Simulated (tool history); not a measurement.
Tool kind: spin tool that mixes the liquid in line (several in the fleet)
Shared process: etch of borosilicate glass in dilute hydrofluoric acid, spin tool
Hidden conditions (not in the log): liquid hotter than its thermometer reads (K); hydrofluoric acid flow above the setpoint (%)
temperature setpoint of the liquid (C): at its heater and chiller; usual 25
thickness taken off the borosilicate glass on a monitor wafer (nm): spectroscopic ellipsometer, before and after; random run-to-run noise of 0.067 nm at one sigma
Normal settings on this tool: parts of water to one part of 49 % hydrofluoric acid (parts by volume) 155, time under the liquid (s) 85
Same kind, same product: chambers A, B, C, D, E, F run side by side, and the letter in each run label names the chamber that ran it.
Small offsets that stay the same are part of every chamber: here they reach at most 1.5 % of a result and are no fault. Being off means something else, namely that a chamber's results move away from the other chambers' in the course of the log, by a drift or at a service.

| run | hour | temperature setpoint of the liquid (C) | parts of water to one part of 49 % hydrofluoric acid (parts by volume) | time under the liquid (s) | hours since the thermometer was replaced | hours since the hydrofluoric acid flow meter was replaced | read-back film thickness of the borosilicate glass reference wafer, read on the same gauge (nm) | thickness taken off the borosilicate glass on a monitor wafer (nm) |
|---|---|---|---|---|---|---|---|---|
| 1E | 5 | 25 | 155 | 85 | 74.5 | 941.8 | 50.021 | 10.99 |
| 2F | 11.8 | 25 | 155 | 85 | 1161.8 | 790.5 | 50.014 | 11.154 |
| 3A | 18.9 | 25 | 155 | 85 | 1153.1 | 30.7 | 50.002 | 10.964 |
| 4B | 22.7 | 25 | 155 | 85 | 599.8 | 744.7 | 49.979 | 11.001 |
| 5D | 28.9 | 25 | 155 | 85 | 539.7 | 482.4 | 49.975 | 11.031 |
| 6C | 34.3 | 25 | 155 | 85 | 459.3 | 964.3 | 49.99 | 10.945 |
| 7E | 41.3 | 25 | 155 | 85 | 110.8 | 978.1 | 50.028 | 11.043 |
| 8B | 45 | 28 | 155 | 115 | 622.1 | 767 | 50.014 | 16.716 |
| 9F | 48.5 | 28 | 155 | 115 | 1198.5 | 827.2 | 49.967 | 16.967 |
| 10C | 55.6 | 28 | 155 | 115 | 480.6 | 985.6 | 50 | 16.603 |
| 11D | 61.5 | 28 | 155 | 115 | 572.3 | 515 | 50.019 | 16.691 |
| 12A | 68 | 28 | 155 | 115 | 1202.2 | 79.8 | 49.977 | 16.927 |
| 13E | 73.8 | 28 | 155 | 115 | 143.3 | 1010.6 | 49.987 | 16.844 |
| 14F | 80.8 | 25 | 155 | 85 | 1230.8 | 859.5 | 49.988 | 11.248 |
| 15B | 87.1 | 25 | 155 | 85 | 664.2 | 809.1 | 50.01 | 11.07 |
| 16A | 92.5 | 25 | 155 | 85 | 1226.7 | 104.3 | 50.013 | 11.155 |
| 17D | 98.6 | 25 | 155 | 85 | 609.4 | 552.1 | 49.988 | 10.967 |
| 18C | 105.5 | 25 | 155 | 85 | 530.5 | 1035.5 | 50.003 | 10.891 |
| 19B | 109 | 25 | 155 | 85 | 686.1 | 831 | 50.012 | 11.074 |
| 20A | 115.7 | 25 | 155 | 85 | 1249.9 | 127.5 | 50.002 | 11.361 |
| 21F | 121 | 25 | 155 | 85 | 1271 | 899.7 | 49.981 | 11.265 |
| 22E | 124.5 | 25 | 155 | 85 | 194 | 1061.3 | 49.943 | 10.999 |
| 23D | 128.7 | 25 | 155 | 85 | 639.5 | 582.2 | 50.025 | 11.03 |
| 24C | 132.7 | 25 | 155 | 55 | 557.7 | 1062.7 | 50.045 | 7.1325 |
| 25C | 138 | 25 | 155 | 55 | 563 | 1068 | 50.021 | 7.0952 |
| 26F | 142.8 | 25 | 155 | 55 | 1292.8 | 921.5 | 49.989 | 7.2823 |
| 27E | 149.4 | 25 | 155 | 55 | 218.9 | 1086.2 | 49.946 | 7.1689 |
| 28A | 156.3 | 25 | 155 | 55 | 1290.5 | 168.1 | 50.045 | 7.5204 |
| 29D | 161 | 25 | 155 | 55 | 671.8 | 614.5 | 50 | 7.1024 |
| 30B | 164.5 | 25 | 155 | 85 | 741.6 | 886.5 | 50 | 11.228 |
| 31D | 168.2 | 28.5 | 155 | 85 | 679 | 621.7 | 50.024 | 12.555 |
| 32E | 172.4 | 28.5 | 155 | 85 | 241.9 | 1109.2 | 49.952 | 12.527 |
| 33A | 179.1 | 28.5 | 155 | 85 | 1313.3 | 190.9 | 49.989 | 13.034 |
| 34B | 186.1 | 28.5 | 155 | 85 | 763.2 | 908.1 | 50.014 | 12.637 |
| 35F | 190.7 | 28.5 | 155 | 85 | 1340.7 | 969.4 | 49.94 | 12.748 |
| 36C | 194.7 | 28.5 | 155 | 85 | 619.7 | 1124.7 | 49.996 | 12.455 |
| 37E | 199.7 | 25 | 155 | 85 | 269.2 | 1136.5 | 50.051 | 11.015 |
|  | 203.6 | chamber D: thermometer replaced |
| 38D | 204.2 | 25 | 95 | 85 | 0.7 | 657.7 | 50.007 | 19.349 |
| 39C | 211.4 | 25 | 95 | 85 | 636.4 | 1141.4 | 49.993 | 19.498 |
| 40A | 215.1 | 25 | 95 | 85 | 1349.3 | 226.9 | 50.008 | 20.632 |

Is one chamber out of step, is the gauge drifting, or do the chambers differ by no more than their own small offsets? For an off chamber, give its letter and the likeliest cause.

Little by little, chamber A moves away from the other chambers.
Cause: liquid hotter than its thermometer reads (K) = 1.82.
Not necessarily distinguishable in this log from: hydrofluoric acid flow above the setpoint (%).

Chamber A could run next with any of the 4 candidate recipes listed below; each alters the usual settings, and their results appear as question marks. Which one brings its results back in line with what the other chambers deliver on the usual settings?
In line means no further than this from the other chambers' mean on the usual settings: thickness taken off the borosilicate glass on a monitor wafer (nm) 0.23
| 41A-1 | 220.2 | 23.5 | 155 | 85 |  |  |  | ? |
| 41A-2 | 220.2 | 25 | 170 | 85 |  |  |  | ? |
| 41A-3 | 220.2 | 25 | 155 | 95 |  |  |  | ? |
| 41A-4 | 220.2 | 25 | 155 | 90 |  |  |  | ? |

Usual-settings mean across the other chambers: thickness taken off the borosilicate glass on a monitor wafer (nm) 11.059
| run | thickness taken off the borosilicate glass on a monitor wafer (nm) |
|---|---|
| 41A-1 | 11.043 |
| 41A-2 | 10.449 |
| 41A-3 | 13.062 |
| 41A-4 | 12.374 |
The answer is 41A-1, which returns the chamber to within the allowed miss of the others.
